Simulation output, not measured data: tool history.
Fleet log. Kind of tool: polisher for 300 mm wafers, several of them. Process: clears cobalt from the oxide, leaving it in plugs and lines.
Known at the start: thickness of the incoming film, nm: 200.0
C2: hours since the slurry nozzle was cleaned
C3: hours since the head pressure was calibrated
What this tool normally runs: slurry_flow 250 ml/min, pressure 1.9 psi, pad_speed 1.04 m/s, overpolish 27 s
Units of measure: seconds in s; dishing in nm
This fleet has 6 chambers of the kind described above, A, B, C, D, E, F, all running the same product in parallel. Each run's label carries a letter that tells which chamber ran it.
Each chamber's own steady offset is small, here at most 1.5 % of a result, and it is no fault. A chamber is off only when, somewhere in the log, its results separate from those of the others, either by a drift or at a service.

{"hour": 2.5, "done": "chamber A: worn pad replaced by a new one"}
{"hour": 3.0, "done": "chamber F: head pressure recalibrated"}
{"run": "1F", "hour": 12.8, "slurry_flow": 250, "pressure": 1.9, "pad_speed": 1.04, "overpolish": 27, "wafers polished on this pad": 426, "C2": 375.6, "C3": 9.8, "seconds": 39.883, "dishing": 44.906}
{"hour": 16.5, "done": "chamber B: head pressure recalibrated"}
{"run": "2C", "hour": 20.3, "slurry_flow": 250, "pressure": 1.9, "pad_speed": 1.04, "overpolish": 27, "wafers polished on this pad": 821, "C2": 103.7, "C3": 345.4, "seconds": 40.1, "dishing": 45.792}
{"hour": 27.8, "done": "chamber D: head pressure recalibrated"}
{"run": "3D", "hour": 29.7, "slurry_flow": 250, "pressure": 1.9, "pad_speed": 1.04, "overpolish": 27, "wafers polished on this pad": 1487, "C2": 466.7, "C3": 1.9, "seconds": 39.896, "dishing": 46.714}
{"run": "4E", "hour": 37.4, "slurry_flow": 250, "pressure": 1.9, "pad_speed": 1.04, "overpolish": 27, "wafers polished on this pad": 807, "C2": 104.5, "C3": 682.7, "seconds": 39.597, "dishing": 45.585}
{"hour": 42.5, "done": "chamber D: worn pad replaced by a new one"}
{"hour": 44.3, "done": "chamber C: worn pad replaced by a new one"}
{"run": "5A", "hour": 48.0, "slurry_flow": 250, "pressure": 1.9, "pad_speed": 1.04, "overpolish": 27, "wafers polished on this pad": 550, "C2": 356.2, "C3": 1016.7, "seconds": 41.074, "dishing": 45.486}
{"run": "6B", "hour": 58.1, "slurry_flow": 250, "pressure": 1.9, "pad_speed": 1.04, "overpolish": 27, "wafers polished on this pad": 784, "C2": 259.1, "C3": 41.6, "seconds": 40.165, "dishing": 46.319}
{"run": "7F", "hour": 70.6, "slurry_flow": 250, "pressure": 1.9, "pad_speed": 1.04, "overpolish": 27, "wafers polished on this pad": 1124, "C2": 433.4, "C3": 67.6, "seconds": 39.638, "dishing": 45.119}
{"hour": 71.2, "done": "chamber B: worn pad replaced by a new one"}
{"run": "8C", "hour": 82.7, "slurry_flow": 250, "pressure": 1.9, "pad_speed": 1.04, "overpolish": 27, "wafers polished on this pad": 464, "C2": 166.1, "C3": 407.8, "seconds": 39.597, "dishing": 44.882}
{"hour": 85.8, "done": "chamber E: worn pad replaced by a new one"}
{"run": "9B", "hour": 90.3, "slurry_flow": 250, "pressure": 1.9, "pad_speed": 1.04, "overpolish": 27, "wafers polished on this pad": 231, "C2": 291.3, "C3": 73.8, "seconds": 39.925, "dishing": 45.29}
{"run": "10A", "hour": 101.6, "slurry_flow": 250, "pressure": 1.9, "pad_speed": 1.04, "overpolish": 27, "wafers polished on this pad": 1197, "C2": 409.8, "C3": 1070.3, "seconds": 39.998, "dishing": 45.008}
{"run": "11D", "hour": 112.0, "slurry_flow": 250, "pressure": 1.9, "pad_speed": 1.04, "overpolish": 27, "wafers polished on this pad": 840, "C2": 549, "C3": 84.2, "seconds": 39.18, "dishing": 45.32}
{"hour": 113.2, "done": "chamber F: worn pad replaced by a new one"}
{"run": "12E", "hour": 122.8, "slurry_flow": 250, "pressure": 1.9, "pad_speed": 1.04, "overpolish": 27, "wafers polished on this pad": 447, "C2": 189.9, "C3": 768.1, "seconds": 40.089, "dishing": 46.234}
{"hour": 125.7, "done": "chamber A: worn pad replaced by a new one"}
{"run": "13D", "hour": 128.4, "slurry_flow": 250, "pressure": 1.9, "pad_speed": 1.04, "overpolish": 27, "wafers polished on this pad": 1038, "C2": 565.4, "C3": 100.6, "seconds": 39.747, "dishing": 45.901}
{"run": "14B", "hour": 137.9, "slurry_flow": 250, "pressure": 1.9, "pad_speed": 1.04, "overpolish": 27, "wafers polished on this pad": 807, "C2": 338.9, "C3": 121.4, "seconds": 39.815, "dishing": 46.129}
{"hour": 138.8, "done": "chamber B: worn pad replaced by a new one"}
{"hour": 144.3, "done": "chamber C: worn pad replaced by a new one"}
{"run": "15A", "hour": 147.2, "slurry_flow": 250, "pressure": 1.9, "pad_speed": 1.04, "overpolish": 27, "wafers polished on this pad": 259, "C2": 455.4, "C3": 1115.9, "seconds": 40.221, "dishing": 45.547}
{"hour": 158.2, "done": "chamber D: slurry nozzle cleaned"}
{"run": "16C", "hour": 159.8, "slurry_flow": 250, "pressure": 1.9, "pad_speed": 1.04, "overpolish": 27, "wafers polished on this pad": 187, "C2": 243.2, "C3": 484.9, "seconds": 39.699, "dishing": 45.383}
{"hour": 162.0, "done": "chamber D: worn pad replaced by a new one"}
{"run": "17F", "hour": 170.3, "slurry_flow": 250, "pressure": 1.4, "pad_speed": 1.38, "overpolish": 27, "wafers polished on this pad": 690, "C2": 533.1, "C3": 167.3, "seconds": 41.524, "dishing": 44.169}
{"run": "18E", "hour": 182.8, "slurry_flow": 250, "pressure": 1.4, "pad_speed": 1.38, "overpolish": 27, "wafers polished on this pad": 1172, "C2": 249.9, "C3": 828.1, "seconds": 41.317, "dishing": 45.633}
{"hour": 188.9, "done": "chamber E: worn pad replaced by a new one"}
{"run": "19F", "hour": 191.6, "slurry_flow": 250, "pressure": 1.4, "pad_speed": 1.38, "overpolish": 27, "wafers polished on this pad": 947, "C2": 554.4, "C3": 188.6, "seconds": 40.476, "dishing": 45.904}
{"hour": 196.7, "done": "chamber B: slurry nozzle cleaned"}
{"run": "20E", "hour": 203.7, "slurry_flow": 250, "pressure": 1.4, "pad_speed": 1.38, "overpolish": 27, "wafers polished on this pad": 178, "C2": 270.8, "C3": 849, "seconds": 42.586, "dishing": 45.816}
{"hour": 210.5, "done": "chamber B: worn pad replaced by a new one"}
{"run": "21D", "hour": 211.5, "slurry_flow": 250, "pressure": 1.4, "pad_speed": 1.38, "overpolish": 27, "wafers polished on this pad": 599, "C2": 53.3, "C3": 183.7, "seconds": 40.228, "dishing": 45.15}
{"run": "22A", "hour": 223.8, "slurry_flow": 250, "pressure": 1.4, "pad_speed": 1.38, "overpolish": 27, "wafers polished on this pad": 1185, "C2": 532, "C3": 1192.5, "seconds": 40.786, "dishing": 45.346}
{"hour": 229.5, "done": "chamber F: worn pad replaced by a new one"}
{"hour": 232.0, "done": "chamber C: worn pad replaced by a new one"}
{"hour": 232.6, "done": "chamber A: worn pad replaced by a new one"}
{"run": "23C", "hour": 235.5, "slurry_flow": 250, "pressure": 1.9, "pad_speed": 1.04, "overpolish": 27, "wafers polished on this pad": 43, "C2": 318.9, "C3": 560.6, "seconds": 39.748, "dishing": 45.948}
{"run": "24B", "hour": 243.1, "slurry_flow": 250, "pressure": 1.9, "pad_speed": 1.04, "overpolish": 27, "wafers polished on this pad": 394, "C2": 46.4, "C3": 226.6, "seconds": 40.921, "dishing": 45.89}
{"run": "25D", "hour": 250.5, "slurry_flow": 250, "pressure": 1.9, "pad_speed": 1.04, "overpolish": 27, "wafers polished on this pad": 1070, "C2": 92.3, "C3": 222.7, "seconds": 39.878, "dishing": 46.841}
{"run": "26E", "hour": 256.6, "slurry_flow": 250, "pressure": 1.9, "pad_speed": 1.04, "overpolish": 27, "wafers polished on this pad": 818, "C2": 323.7, "C3": 901.9, "seconds": 40.333, "dishing": 45.907}
{"run": "27B", "hour": 269.0, "slurry_flow": 250, "pressure": 1.9, "pad_speed": 1.04, "overpolish": 27, "wafers polished on this pad": 707, "C2": 72.3, "C3": 252.5, "seconds": 40.489, "dishing": 46.669}
{"hour": 272.8, "done": "chamber D: worn pad replaced by a new one"}
{"run": "28C", "hour": 278.4, "slurry_flow": 250, "pressure": 1.9, "pad_speed": 1.04, "overpolish": 27, "wafers polished on this pad": 561, "C2": 361.8, "C3": 603.5, "seconds": 39.607, "dishing": 46.273}
{"run": "29A", "hour": 285.2, "slurry_flow": 250, "pressure": 1.9, "pad_speed": 1.04, "overpolish": 27, "wafers polished on this pad": 636, "C2": 593.4, "C3": 1253.9, "seconds": 39.829, "dishing": 45.484}
{"hour": 295.0, "done": "chamber B: worn pad replaced by a new one"}
{"run": "30F", "hour": 296.5, "slurry_flow": 250, "pressure": 1.9, "pad_speed": 1.04, "overpolish": 27, "wafers polished on this pad": 810, "C2": 659.3, "C3": 293.5, "seconds": 39.873, "dishing": 46.07}
{"hour": 297.0, "done": "chamber E: worn pad replaced by a new one"}
{"run": "31F", "hour": 307.1, "slurry_flow": 250, "pressure": 1.9, "pad_speed": 1.04, "overpolish": 27, "wafers polished on this pad": 938, "C2": 669.9, "C3": 304.1, "seconds": 39.255, "dishing": 45.626}
{"hour": 312.5, "done": "chamber E: slurry nozzle cleaned"}
{"run": "32B", "hour": 314.2, "slurry_flow": 250, "pressure": 1.5, "pad_speed": 1.04, "overpolish": 27, "wafers polished on this pad": 232, "C2": 117.5, "C3": 297.7, "seconds": 50.839, "dishing": 43.704}
{"run": "33A", "hour": 320.6, "slurry_flow": 250, "pressure": 1.5, "pad_speed": 1.04, "overpolish": 27, "wafers polished on this pad": 1064, "C2": 628.8, "C3": 1289.3, "seconds": 50.918, "dishing": 43.849}
{"run": "34E", "hour": 327.3, "slurry_flow": 250, "pressure": 1.5, "pad_speed": 1.04, "overpolish": 27, "wafers polished on this pad": 366, "C2": 14.9, "C3": 972.6, "seconds": 50.507, "dishing": 43.064}
{"hour": 329.6, "done": "chamber C: worn pad replaced by a new one"}
{"hour": 337.6, "done": "chamber A: worn pad replaced by a new one"}
{"run": "35D", "hour": 338.7, "slurry_flow": 250, "pressure": 1.5, "pad_speed": 1.04, "overpolish": 27, "wafers polished on this pad": 796, "C2": 180.5, "C3": 310.9, "seconds": 51.124, "dishing": 44.052}
{"run": "36C", "hour": 346.1, "slurry_flow": 250, "pressure": 1.5, "pad_speed": 1.04, "overpolish": 27, "wafers polished on this pad": 200, "C2": 429.5, "C3": 671.2, "seconds": 51.074, "dishing": 43.176}
{"run": "37D", "hour": 352.7, "slurry_flow": 250, "pressure": 1.5, "pad_speed": 1.04, "overpolish": 27, "wafers polished on this pad": 965, "C2": 194.5, "C3": 324.9, "seconds": 50.037, "dishing": 43.505}
{"hour": 361.6, "done": "chamber B: worn pad replaced by a new one"}
{"run": "38E", "hour": 362.2, "slurry_flow": 250, "pressure": 2.4, "pad_speed": 1.36, "overpolish": 27, "wafers polished on this pad": 788, "C2": 49.8, "C3": 1007.5, "seconds": 25.021, "dishing": 48.781}
{"hour": 364.1, "done": "chamber C: slurry nozzle cleaned"}
{"run": "39C", "hour": 369.0, "slurry_flow": 250, "pressure": 2.4, "pad_speed": 1.36, "overpolish": 27, "wafers polished on this pad": 476, "C2": 5, "C3": 694.1, "seconds": 23.688, "dishing": 48.187}
{"run": "40B", "hour": 375.8, "slurry_flow": 250, "pressure": 2.4, "pad_speed": 1.36, "overpolish": 27, "wafers polished on this pad": 171, "C2": 179.1, "C3": 359.3, "seconds": 24.019, "dishing": 48.61}
{"hour": 380.1, "done": "chamber A: head pressure recalibrated"}
{"run": "41A", "hour": 383.3, "slurry_flow": 250, "pressure": 2.4, "pad_speed": 1.36, "overpolish": 27, "wafers polished on this pad": 552, "C2": 691.5, "C3": 3.3, "seconds": 23.981, "dishing": 47.898}

For the next run the whole fleet of 6 chambers uses the same settings. Give each chamber's results:
{"run": "42A", "hour": 392.5, "slurry_flow": 250, "pressure": 1.9, "pad_speed": 0.8, "overpolish": 27, "seconds": "?", "dishing": "?"}
{"run": "42B", "hour": 392.5, "slurry_flow": 250, "pressure": 1.9, "pad_speed": 0.8, "overpolish": 27, "seconds": "?", "dishing": "?"}
{"run": "42C", "hour": 392.5, "slurry_flow": 250, "pressure": 1.9, "pad_speed": 0.8, "overpolish": 27, "seconds": "?", "dishing": "?"}
{"run": "42D", "hour": 392.5, "slurry_flow": 250, "pressure": 1.9, "pad_speed": 0.8, "overpolish": 27, "seconds": "?", "dishing": "?"}
{"run": "42E", "hour": 392.5, "slurry_flow": 250, "pressure": 1.9, "pad_speed": 0.8, "overpolish": 27, "seconds": "?", "dishing": "?"}
{"run": "42F", "hour": 392.5, "slurry_flow": 250, "pressure": 1.9, "pad_speed": 0.8, "overpolish": 27, "seconds": "?", "dishing": "?"}

run=42A seconds=52.661 dishing=42.753
run=42B seconds=52.232 dishing=44.263
run=42C seconds=52.758 dishing=42.887
run=42D seconds=52.09 dishing=42.77
run=42E seconds=52.159 dishing=42.679
run=42F seconds=51.38 dishing=42.498

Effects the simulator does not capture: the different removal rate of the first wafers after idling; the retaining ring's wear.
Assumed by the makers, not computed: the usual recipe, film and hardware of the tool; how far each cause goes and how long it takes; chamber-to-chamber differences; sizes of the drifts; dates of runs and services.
